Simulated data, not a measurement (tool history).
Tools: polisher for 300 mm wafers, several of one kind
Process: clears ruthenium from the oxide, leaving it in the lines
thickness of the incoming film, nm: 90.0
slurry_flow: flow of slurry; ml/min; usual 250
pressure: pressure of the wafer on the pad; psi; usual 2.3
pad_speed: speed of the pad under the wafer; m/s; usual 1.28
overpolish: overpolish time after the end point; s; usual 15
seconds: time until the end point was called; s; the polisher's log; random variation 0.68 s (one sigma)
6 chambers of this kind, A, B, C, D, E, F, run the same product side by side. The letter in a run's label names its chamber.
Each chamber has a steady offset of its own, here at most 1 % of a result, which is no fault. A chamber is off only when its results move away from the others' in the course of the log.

run	hour	slurry_flow	pressure	pad_speed	overpolish	seconds
1C	5.7	250	2.3	1.28	15	58.946
# hour 8.8: chamber C: worn pad replaced by a new one
2E	12.7	250	2.3	1.28	15	58.994
# hour 17.1: chamber B: worn pad replaced by a new one
3D	19.9	250	2.3	1.28	15	59.007
4A	26	250	2.3	1.28	15	60.867
# hour 26.3: chamber A: worn pad replaced by a new one
# hour 30.6: chamber F: worn pad replaced by a new one
5B	33.6	250	2.3	1.28	15	59.808
6F	39.9	250	2.3	1.28	15	60.858
# hour 42.5: chamber C: slurry nozzle cleaned
7D	46.3	330	2.3	1.04	15	71.23
# hour 48.7: chamber D: worn pad replaced by a new one
8A	52.8	330	2.3	1.04	15	72.595
# hour 58.1: chamber A: head pressure recalibrated
# hour 60.8: chamber E: worn pad replaced by a new one
9F	61.2	330	2.3	1.04	15	71.517
# hour 62.1: chamber C: worn pad replaced by a new one
10C	67.8	330	2.3	1.04	15	71.427
11B	73.1	330	2.3	1.04	15	70.277
# hour 79.5: chamber A: worn pad replaced by a new one
# hour 80.3: chamber F: head pressure recalibrated
12E	81.1	330	2.3	1.04	15	71.337
13B	86	250	2.3	1.28	8	59.629
14E	90.2	250	2.3	1.28	8	57.989
15A	94.3	250	2.3	1.28	8	57.94
# hour 97.2: chamber F: worn pad replaced by a new one
16C	98.1	250	2.3	1.28	8	59.017
17D	103.9	250	2.3	1.28	8	59.738
18F	111.7	250	2.3	1.28	8	59.868
# hour 113.3: chamber C: worn pad replaced by a new one
19B	117.8	250	2.3	1.28	15	59.497
# hour 119.4: chamber E: worn pad replaced by a new one
# hour 122.6: chamber D: worn pad replaced by a new one
20D	124.5	180	2.3	1.28	15	61.47
21A	130.6	180	2.3	1.28	15	61.908
# hour 135.8: chamber B: worn pad replaced by a new one
22C	137.5	180	2.3	1.28	15	60.371
23F	142.9	180	2.3	1.28	15	62.505
# hour 148.2: chamber A: worn pad replaced by a new one
24E	148.2	180	2.3	1.28	15	62.609
25A	156.4	180	2.3	1.28	15	62.326
# hour 161.2: chamber C: worn pad replaced by a new one
26E	162.8	250	2.3	1.28	15	59.753
# hour 166.5: chamber C: head pressure recalibrated
27C	169	250	2.3	1.28	15	54.213
# hour 170: chamber F: worn pad replaced by a new one
28D	173.3	250	2.3	1.28	15	58.425
29B	178.3	250	2.3	1.28	15	58.976
# hour 180.3: chamber E: worn pad replaced by a new one
30F	186.3	250	2.3	1.28	15	58.99
31D	194.1	250	1.7	0.88	15	114.12
# hour 200.3: chamber D: worn pad replaced by a new one
32A	202.6	250	1.7	0.88	15	121.47
33E	207.9	250	1.7	0.88	15	117.67
# hour 215.3: chamber C: worn pad replaced by a new one
34F	215.8	250	1.7	0.88	15	119.27
# hour 217: chamber A: worn pad replaced by a new one
35C	223.5	250	1.7	0.88	15	107.4
36B	232	250	1.7	0.88	15	120.38
37B	237.6	250	2.3	1.28	15	59.673
# hour 242.9: chamber F: worn pad replaced by a new one
# hour 242.9: chamber E: worn pad replaced by a new one
38F	243.4	250	2.3	1.28	15	58.811
39C	248.2	250	2.3	1.28	15	54.008
40D	256	250	1.8	1.28	15	75.35
41E	264.7	250	1.8	1.28	15	75.935
42A	271	250	1.8	1.28	15	76.788

Is one chamber off against the others, does the gauge drift, or is nothing wrong? If a chamber is off, say which, and what the likeliest cause is.

A service left chamber C off against the others.
Cause: head's pressure above its setpoint, % = 9.38.

Here are 4 candidates for chamber C's next run, each the usual settings with a change, their results left as question marks. Which one brings its results back in line with what the others give on the usual settings?
In line means no further than this from the other chambers' mean on the usual settings: seconds 2.4 s
43C-1	277.2	245	2.3	1.16	15	?
43C-2	277.2	250	2.3	1.32	15	?
43C-3	277.2	250	2.2	1.28	15	?
43C-4	277.2	250	2.4	1.34	15	?

The other chambers' mean on the usual settings: seconds 59.737 s
run	seconds
43C-1	59.856
43C-2	52.383
43C-3	56.524
43C-4	49.422
43C-1 brings the chamber back in line.
